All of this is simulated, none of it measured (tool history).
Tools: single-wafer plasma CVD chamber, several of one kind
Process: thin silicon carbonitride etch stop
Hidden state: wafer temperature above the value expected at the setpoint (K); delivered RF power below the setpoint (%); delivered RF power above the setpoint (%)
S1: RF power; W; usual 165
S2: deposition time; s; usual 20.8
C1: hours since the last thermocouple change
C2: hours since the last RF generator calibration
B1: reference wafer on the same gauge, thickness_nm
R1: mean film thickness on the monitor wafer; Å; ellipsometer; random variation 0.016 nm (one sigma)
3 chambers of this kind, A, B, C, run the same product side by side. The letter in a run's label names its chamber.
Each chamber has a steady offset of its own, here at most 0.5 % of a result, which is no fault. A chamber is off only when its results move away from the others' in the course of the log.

{"run": "1B", "hour": 4.7, "S1": 165, "S2": 20.8, "C1": 450.2, "C2": 71.5, "B1": 11.895, "R1": 112.38}
{"run": "2C", "hour": 9.6, "S1": 165, "S2": 20.8, "C1": 151.9, "C2": 900.7, "B1": 11.893, "R1": 111.51}
{"run": "3A", "hour": 16.2, "S1": 165, "S2": 20.8, "C1": 877.8, "C2": 89.9, "B1": 11.888, "R1": 111.4}
{"run": "4B", "hour": 21.3, "S1": 165, "S2": 20.8, "C1": 466.8, "C2": 88.1, "B1": 11.89, "R1": 112.54}
{"run": "5A", "hour": 28.2, "S1": 165, "S2": 20.8, "C1": 889.8, "C2": 101.9, "B1": 11.885, "R1": 111.19}
{"run": "6C", "hour": 32.7, "S1": 165, "S2": 20.8, "C1": 175, "C2": 923.8, "B1": 11.875, "R1": 111.3}
{"run": "7C", "hour": 38.7, "S1": 165, "S2": 20.8, "C1": 181, "C2": 929.8, "B1": 11.878, "R1": 111.13}
{"run": "8A", "hour": 45.6, "S1": 165, "S2": 20.8, "C1": 907.2, "C2": 119.3, "B1": 11.879, "R1": 111.3}
{"run": "9B", "hour": 50.1, "S1": 165, "S2": 20.8, "C1": 495.6, "C2": 116.9, "B1": 11.876, "R1": 112.13}
{"run": "10A", "hour": 56.0, "S1": 165, "S2": 20.8, "C1": 917.6, "C2": 129.7, "B1": 11.869, "R1": 111.19}
{"run": "11B", "hour": 64.0, "S1": 165, "S2": 20.8, "C1": 509.5, "C2": 130.8, "B1": 11.865, "R1": 111.6}
{"run": "12C", "hour": 68.3, "S1": 165, "S2": 20.8, "C1": 210.6, "C2": 959.4, "B1": 11.864, "R1": 110.85}
{"run": "13A", "hour": 72.3, "S1": 165, "S2": 20.8, "C1": 933.9, "C2": 146, "B1": 11.863, "R1": 111.44}
{"run": "14C", "hour": 78.4, "S1": 150, "S2": 22.7, "C1": 220.7, "C2": 969.5, "B1": 11.857, "R1": 117.76}
{"run": "15B", "hour": 83.5, "S1": 150, "S2": 22.7, "C1": 529, "C2": 150.3, "B1": 11.852, "R1": 118.49}
{"run": "16C", "hour": 91.2, "S1": 150, "S2": 22.7, "C1": 233.5, "C2": 982.3, "B1": 11.846, "R1": 117.57}
{"run": "17A", "hour": 98.8, "S1": 165, "S2": 20.8, "C1": 960.4, "C2": 172.5, "B1": 11.845, "R1": 110.92}
{"run": "18B", "hour": 105.9, "S1": 165, "S2": 20.8, "C1": 551.4, "C2": 172.7, "B1": 11.843, "R1": 111.49}
{"run": "19B", "hour": 109.6, "S1": 175, "S2": 20.8, "C1": 555.1, "C2": 176.4, "B1": 11.837, "R1": 113.5}
{"run": "20C", "hour": 116.8, "S1": 175, "S2": 20.8, "C1": 259.1, "C2": 1007.9, "B1": 11.836, "R1": 112.49}
{"run": "21A", "hour": 120.7, "S1": 175, "S2": 20.8, "C1": 982.3, "C2": 194.4, "B1": 11.833, "R1": 112.68}
{"run": "22A", "hour": 126.2, "S1": 165, "S2": 20.8, "C1": 987.8, "C2": 199.9, "B1": 11.835, "R1": 110.96}

All 3 chambers run these settings next. Forecast each chamber's results:
{"run": "23A", "hour": 132.4, "S1": 165, "S2": 20.8, "R1": "?"}
{"run": "23B", "hour": 132.4, "S1": 165, "S2": 20.8, "R1": "?"}
{"run": "23C", "hour": 132.4, "S1": 165, "S2": 20.8, "R1": "?"}

run=23A R1=110.88
run=23B R1=111.63
run=23C R1=110.79

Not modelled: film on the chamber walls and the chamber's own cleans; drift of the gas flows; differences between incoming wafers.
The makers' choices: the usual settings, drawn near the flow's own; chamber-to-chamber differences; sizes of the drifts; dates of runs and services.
